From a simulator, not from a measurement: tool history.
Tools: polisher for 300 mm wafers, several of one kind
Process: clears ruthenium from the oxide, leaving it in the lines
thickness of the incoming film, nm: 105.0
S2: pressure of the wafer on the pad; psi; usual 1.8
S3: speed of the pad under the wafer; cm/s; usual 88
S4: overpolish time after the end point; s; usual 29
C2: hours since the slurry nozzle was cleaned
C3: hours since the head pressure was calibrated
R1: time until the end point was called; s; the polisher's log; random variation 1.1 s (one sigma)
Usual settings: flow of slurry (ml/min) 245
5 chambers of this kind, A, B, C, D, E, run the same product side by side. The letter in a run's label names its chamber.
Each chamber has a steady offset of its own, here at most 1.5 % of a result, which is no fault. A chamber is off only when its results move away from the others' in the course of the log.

{"hour": 5.6, "done": "chamber A: worn pad replaced by a new one"}
{"run": "1A", "hour": 9.8, "flow of slurry (ml/min)": 245, "S2": 1.8, "S3": 88, "S4": 29, "wafers polished on this pad": 33, "C2": 78.2, "C3": 271.2, "R1": 111.18}
{"run": "2C", "hour": 18.0, "flow of slurry (ml/min)": 245, "S2": 1.8, "S3": 88, "S4": 29, "wafers polished on this pad": 727, "C2": 119.3, "C3": 226.2, "R1": 113.56}
{"run": "3D", "hour": 24.3, "flow of slurry (ml/min)": 245, "S2": 1.8, "S3": 88, "S4": 29, "wafers polished on this pad": 884, "C2": 198.8, "C3": 416.4, "R1": 111.25}
{"run": "4E", "hour": 33.8, "flow of slurry (ml/min)": 245, "S2": 1.8, "S3": 88, "S4": 29, "wafers polished on this pad": 753, "C2": 305.6, "C3": 647.0, "R1": 112.0}
{"run": "5B", "hour": 39.4, "flow of slurry (ml/min)": 245, "S2": 1.8, "S3": 88, "S4": 29, "wafers polished on this pad": 921, "C2": 243.2, "C3": 456.0, "R1": 113.55}
{"hour": 39.9, "done": "chamber C: worn pad replaced by a new one"}
{"hour": 40.5, "done": "chamber E: worn pad replaced by a new one"}
{"run": "6A", "hour": 49.0, "flow of slurry (ml/min)": 245, "S2": 1.8, "S3": 88, "S4": 29, "wafers polished on this pad": 343, "C2": 117.4, "C3": 310.4, "R1": 111.48}
{"run": "7B", "hour": 55.0, "flow of slurry (ml/min)": 245, "S2": 1.8, "S3": 88, "S4": 29, "wafers polished on this pad": 1045, "C2": 258.8, "C3": 471.6, "R1": 111.08}
{"run": "8E", "hour": 64.7, "flow of slurry (ml/min)": 245, "S2": 1.8, "S3": 88, "S4": 29, "wafers polished on this pad": 192, "C2": 336.5, "C3": 677.9, "R1": 109.67}
{"run": "9D", "hour": 73.0, "flow of slurry (ml/min)": 245, "S2": 1.8, "S3": 88, "S4": 29, "wafers polished on this pad": 1269, "C2": 247.5, "C3": 465.1, "R1": 112.44}
{"hour": 73.8, "done": "chamber B: slurry nozzle cleaned"}
{"run": "10C", "hour": 79.3, "flow of slurry (ml/min)": 245, "S2": 1.8, "S3": 88, "S4": 29, "wafers polished on this pad": 311, "C2": 180.6, "C3": 287.5, "R1": 110.85}
{"hour": 84.1, "done": "chamber D: worn pad replaced by a new one"}
{"run": "11C", "hour": 87.7, "flow of slurry (ml/min)": 245, "S2": 1.8, "S3": 88, "S4": 29, "wafers polished on this pad": 378, "C2": 189.0, "C3": 295.9, "R1": 111.57}
{"run": "12D", "hour": 92.1, "flow of slurry (ml/min)": 245, "S2": 1.8, "S3": 88, "S4": 29, "wafers polished on this pad": 63, "C2": 266.6, "C3": 484.2, "R1": 112.77}
{"run": "13A", "hour": 100.4, "flow of slurry (ml/min)": 245, "S2": 1.8, "S3": 88, "S4": 29, "wafers polished on this pad": 750, "C2": 168.8, "C3": 361.8, "R1": 113.35}
{"run": "14E", "hour": 106.0, "flow of slurry (ml/min)": 245, "S2": 1.8, "S3": 98, "S4": 39, "wafers polished on this pad": 519, "C2": 377.8, "C3": 719.2, "R1": 101.55}
{"hour": 107.5, "done": "chamber B: worn pad replaced by a new one"}
{"run": "15B", "hour": 112.9, "flow of slurry (ml/min)": 245, "S2": 1.8, "S3": 98, "S4": 39, "wafers polished on this pad": 43, "C2": 39.1, "C3": 529.5, "R1": 104.14}
{"run": "16D", "hour": 121.3, "flow of slurry (ml/min)": 245, "S2": 1.8, "S3": 98, "S4": 39, "wafers polished on this pad": 294, "C2": 295.8, "C3": 513.4, "R1": 100.97}
{"run": "17E", "hour": 130.9, "flow of slurry (ml/min)": 245, "S2": 1.8, "S3": 98, "S4": 39, "wafers polished on this pad": 716, "C2": 402.7, "C3": 744.1, "R1": 100.94}
{"hour": 134.1, "done": "chamber C: worn pad replaced by a new one"}
{"run": "18A", "hour": 139.3, "flow of slurry (ml/min)": 245, "S2": 1.8, "S3": 98, "S4": 39, "wafers polished on this pad": 1058, "C2": 207.7, "C3": 400.7, "R1": 101.1}
{"hour": 140.5, "done": "chamber E: worn pad replaced by a new one"}
{"run": "19B", "hour": 144.0, "flow of slurry (ml/min)": 245, "S2": 1.8, "S3": 88, "S4": 29, "wafers polished on this pad": 289, "C2": 70.2, "C3": 560.6, "R1": 113.25}
{"hour": 148.1, "done": "chamber A: worn pad replaced by a new one"}
{"hour": 149.4, "done": "chamber E: slurry nozzle cleaned"}
{"run": "20C", "hour": 152.8, "flow of slurry (ml/min)": 320, "S2": 1.8, "S3": 108, "S4": 29, "wafers polished on this pad": 148, "C2": 254.1, "C3": 361.0, "R1": 86.105}
{"run": "21A", "hour": 158.2, "flow of slurry (ml/min)": 320, "S2": 1.8, "S3": 108, "S4": 29, "wafers polished on this pad": 80, "C2": 226.6, "C3": 419.6, "R1": 88.228}
{"run": "22C", "hour": 163.1, "flow of slurry (ml/min)": 320, "S2": 1.8, "S3": 108, "S4": 29, "wafers polished on this pad": 229, "C2": 264.4, "C3": 371.3, "R1": 87.151}
{"hour": 169.0, "done": "chamber A: head pressure recalibrated"}
{"run": "23D", "hour": 171.6, "flow of slurry (ml/min)": 320, "S2": 1.8, "S3": 108, "S4": 29, "wafers polished on this pad": 692, "C2": 346.1, "C3": 563.7, "R1": 90.127}
{"run": "24E", "hour": 178.9, "flow of slurry (ml/min)": 320, "S2": 1.8, "S3": 108, "S4": 29, "wafers polished on this pad": 304, "C2": 29.5, "C3": 792.1, "R1": 88.899}
{"run": "25B", "hour": 185.8, "flow of slurry (ml/min)": 245, "S2": 1.8, "S3": 88, "S4": 29, "wafers polished on this pad": 620, "C2": 112.0, "C3": 602.4, "R1": 112.38}
{"run": "26D", "hour": 195.1, "flow of slurry (ml/min)": 245, "S2": 1.8, "S3": 88, "S4": 29, "wafers polished on this pad": 878, "C2": 369.6, "C3": 587.2, "R1": 113.01}
{"run": "27E", "hour": 203.9, "flow of slurry (ml/min)": 245, "S2": 1.8, "S3": 88, "S4": 29, "wafers polished on this pad": 502, "C2": 54.5, "C3": 817.1, "R1": 112.54}
{"run": "28A", "hour": 208.2, "flow of slurry (ml/min)": 245, "S2": 1.8, "S3": 88, "S4": 29, "wafers polished on this pad": 476, "C2": 276.6, "C3": 39.2, "R1": 112.34}
{"hour": 211.9, "done": "chamber D: slurry nozzle cleaned"}
{"hour": 213.0, "done": "chamber D: worn pad replaced by a new one"}
{"run": "29B", "hour": 216.9, "flow of slurry (ml/min)": 245, "S2": 1.8, "S3": 88, "S4": 29, "wafers polished on this pad": 866, "C2": 143.1, "C3": 633.5, "R1": 114.12}
{"run": "30C", "hour": 222.4, "flow of slurry (ml/min)": 245, "S2": 1.8, "S3": 88, "S4": 29, "wafers polished on this pad": 698, "C2": 323.7, "C3": 430.6, "R1": 108.14}
{"hour": 224.1, "done": "chamber C: worn pad replaced by a new one"}
{"run": "31E", "hour": 228.3, "flow of slurry (ml/min)": 245, "S2": 1.8, "S3": 88, "S4": 29, "wafers polished on this pad": 695, "C2": 78.9, "C3": 841.5, "R1": 111.43}
{"run": "32C", "hour": 237.9, "flow of slurry (ml/min)": 245, "S2": 1.8, "S3": 88, "S4": 29, "wafers polished on this pad": 109, "C2": 339.2, "C3": 446.1, "R1": 106.52}
{"run": "33A", "hour": 246.3, "flow of slurry (ml/min)": 245, "S2": 1.8, "S3": 88, "S4": 29, "wafers polished on this pad": 777, "C2": 314.7, "C3": 77.3, "R1": 110.44}
{"run": "34D", "hour": 253.0, "flow of slurry (ml/min)": 245, "S2": 1.8, "S3": 88, "S4": 29, "wafers polished on this pad": 316, "C2": 41.1, "C3": 645.1, "R1": 112.84}
{"hour": 255.6, "done": "chamber E: worn pad replaced by a new one"}
{"run": "35B", "hour": 260.8, "flow of slurry (ml/min)": 245, "S2": 1.8, "S3": 88, "S4": 29, "wafers polished on this pad": 1213, "C2": 187.0, "C3": 677.4, "R1": 113.45}
{"run": "36B", "hour": 269.0, "flow of slurry (ml/min)": 245, "S2": 1.8, "S3": 88, "S4": 29, "wafers polished on this pad": 1278, "C2": 195.2, "C3": 685.6, "R1": 111.95}
{"run": "37E", "hour": 275.2, "flow of slurry (ml/min)": 245, "S2": 1.8, "S3": 88, "S4": 29, "wafers polished on this pad": 155, "C2": 125.8, "C3": 888.4, "R1": 113.81}
{"hour": 278.1, "done": "chamber B: worn pad replaced by a new one"}
{"run": "38D", "hour": 280.0, "flow of slurry (ml/min)": 245, "S2": 1.8, "S3": 88, "S4": 29, "wafers polished on this pad": 530, "C2": 68.1, "C3": 672.1, "R1": 111.68}
{"run": "39A", "hour": 286.6, "flow of slurry (ml/min)": 245, "S2": 1.8, "S3": 88, "S4": 29, "wafers polished on this pad": 1096, "C2": 355.0, "C3": 117.6, "R1": 112.24}
{"run": "40C", "hour": 295.6, "flow of slurry (ml/min)": 245, "S2": 1.8, "S3": 88, "S4": 29, "wafers polished on this pad": 566, "C2": 396.9, "C3": 503.8, "R1": 106.57}
{"run": "41C", "hour": 303.2, "flow of slurry (ml/min)": 245, "S2": 1.8, "S3": 88, "S4": 29, "wafers polished on this pad": 626, "C2": 404.5, "C3": 511.4, "R1": 107.77}
{"run": "42B", "hour": 307.8, "flow of slurry (ml/min)": 245, "S2": 1.8, "S3": 88, "S4": 29, "wafers polished on this pad": 235, "C2": 234.0, "C3": 724.4, "R1": 113.02}
{"run": "43E", "hour": 316.3, "flow of slurry (ml/min)": 245, "S2": 1.8, "S3": 88, "S4": 29, "wafers polished on this pad": 480, "C2": 166.9, "C3": 929.5, "R1": 112.21}
{"run": "44D", "hour": 323.5, "flow of slurry (ml/min)": 245, "S2": 1.8, "S3": 88, "S4": 29, "wafers polished on this pad": 874, "C2": 111.6, "C3": 715.6, "R1": 112.56}

All 5 chambers run these settings next. Forecast each chamber's results:
{"run": "45A", "hour": 330.5, "flow of slurry (ml/min)": 245, "S2": 1.8, "S3": 88, "S4": 29, "R1": "?"}
{"run": "45B", "hour": 330.5, "flow of slurry (ml/min)": 245, "S2": 1.8, "S3": 88, "S4": 29, "R1": "?"}
{"run": "45C", "hour": 330.5, "flow of slurry (ml/min)": 245, "S2": 1.8, "S3": 88, "S4": 29, "R1": "?"}
{"run": "45D", "hour": 330.5, "flow of slurry (ml/min)": 245, "S2": 1.8, "S3": 88, "S4": 29, "R1": "?"}
{"run": "45E", "hour": 330.5, "flow of slurry (ml/min)": 245, "S2": 1.8, "S3": 88, "S4": 29, "R1": "?"}

run=45A R1=111.440
run=45B R1=112.640
run=45C R1=105.810
run=45D R1=109.690
run=45E R1=109.510
